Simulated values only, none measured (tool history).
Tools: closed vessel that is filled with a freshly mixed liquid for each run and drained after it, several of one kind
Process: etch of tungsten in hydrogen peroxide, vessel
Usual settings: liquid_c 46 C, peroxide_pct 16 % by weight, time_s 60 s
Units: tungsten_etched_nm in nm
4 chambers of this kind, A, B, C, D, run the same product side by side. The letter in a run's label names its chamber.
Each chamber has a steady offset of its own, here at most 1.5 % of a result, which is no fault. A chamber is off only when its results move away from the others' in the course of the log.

run,hour,liquid_c,peroxide_pct,time_s,hours since the thermometer was replaced,hours since the peroxide flow meter was replaced,hours since the drum of peroxide was connected,"read-back film thickness of the tungsten reference wafer, read on the same gauge (nm)",tungsten_etched_nm
1D,6.4,46,16,60,1131.6,646.3,356.7,150,35.362
2B,10.8,46,16,60,715.1,1487.8,398.1,149.98,35.117
3A,19.4,46,16,60,365.3,842.2,185.5,150,35.062
4C,25.9,46,16,60,647.3,1302.3,417.1,150,35.251
5A,31.6,46,16,60,377.5,854.4,197.7,150.01,34.794
6C,35.7,46,16,60,657.1,1312.1,426.9,150.01,35.45
7B,40.6,46,16,60,744.9,1517.6,427.9,149.98,34.89
8D,48.2,46,16,60,1173.4,688.1,398.5,150.01,35.227
9B,53.1,46,16,60,757.4,1530.1,440.4,150.01,35.223
10C,57.1,46,16,60,678.5,1333.5,448.3,149.99,35.29
11D,61.6,46,16,60,1186.8,701.5,411.9,149.98,35.441
12A,67,46,16,60,412.9,889.8,233.1,149.99,34.942
13C,71.9,46,16,60,693.3,1348.3,463.1,150,35.424
14D,79.6,46,12,75,1204.8,719.5,429.9,150.01,38.412
15A,84.1,46,12,75,430,906.9,250.2,149.99,38.071
16B,91.8,46,12,75,796.1,1568.8,479.1,150,38.163
17D,100.3,46,12,75,1225.5,740.2,450.6,150,38.521
18C,109.1,46,16,60,730.5,1385.5,500.3,150.02,35.84
19A,116.4,46,16,60,462.3,939.2,282.5,150.02,35.252
20B,122.9,46,16,60,827.2,1599.9,510.2,150.01,35.118
21D,129.2,46,16,60,1254.4,769.1,479.5,150,35.531
22A,134.2,46,16,60,480.1,957,300.3,149.99,35.034
23C,142.9,46,16,60,764.3,1419.3,534.1,149.97,36.23
24B,150.8,46,16,60,855.1,1627.8,538.1,149.99,35.195
25A,158,46,16,60,503.9,980.8,324.1,150,34.856
# hour 164.6: chamber B: new drum of peroxide connected
26C,165.1,46,16,60,786.5,1441.5,556.3,150.01,36.591
27B,171.3,46,16,60,875.6,1648.3,6.8,149.97,35.25
# hour 172.6: chamber A: thermometer replaced
28D,175.2,46,20.5,80,1300.4,815.1,525.5,150,53.227
29D,183.6,46,20.5,80,1308.8,823.5,533.9,150.03,53.385
# hour 188.4: chamber C: new drum of peroxide connected
30C,191.2,46,20.5,80,812.6,1467.6,2.9,150,55.599
# hour 195.1: chamber D: new drum of peroxide connected
31A,196.8,46,20.5,80,24.3,1019.6,362.9,150,53.344
32B,201,46,19.5,60,905.3,1678,36.5,149.99,38.978
33D,205.7,46,19.5,60,1330.9,845.6,10.6,150.01,38.818
# hour 208.2: chamber B: thermometer replaced
34B,209.9,46,19.5,60,1.7,1686.9,45.4,150,38.591
35C,216.7,46,19.5,60,838.1,1493.1,28.4,149.98,40.856
36A,222.3,46,16,60,49.8,1045.1,388.4,150.01,35.263
37D,230.9,46,16,60,1356.1,870.8,35.8,149.99,35.28
38C,238.5,46,12,60,859.9,1514.9,50.2,150,32.068
39A,242.7,46,12,60,70.2,1065.5,408.8,149.99,30.246

What goes on in this fleet: one chamber off, a drifting gauge, or nothing beyond the chambers' own small offsets? Name the chamber and the cause, if any.

Chamber C drifts away from the others.
Cause: liquid hotter than its thermometer reads (K) = 0.89.
The log may not tell that from: peroxide flow above the setpoint (%).

Here are 4 candidates for chamber C's next run, each the usual settings with a change, their results left as question marks. Which one brings its results back in line with what the others give on the usual settings?
In line means no further than this from the other chambers' mean on the usual settings: tungsten_etched_nm 0.52 nm
40C-1,249,46.5,16,60,,,,,?
40C-2,249,46,14,60,,,,,?
40C-3,249,45.5,16,60,,,,,?
40C-4,249,47,16,60,,,,,?

The other chambers' mean on the usual settings: tungsten_etched_nm 35.206 nm
run,tungsten_etched_nm
40C-1,38.723
40C-2,35.085
40C-3,36.338
40C-4,39.967
40C-2 brings the chamber back in line.
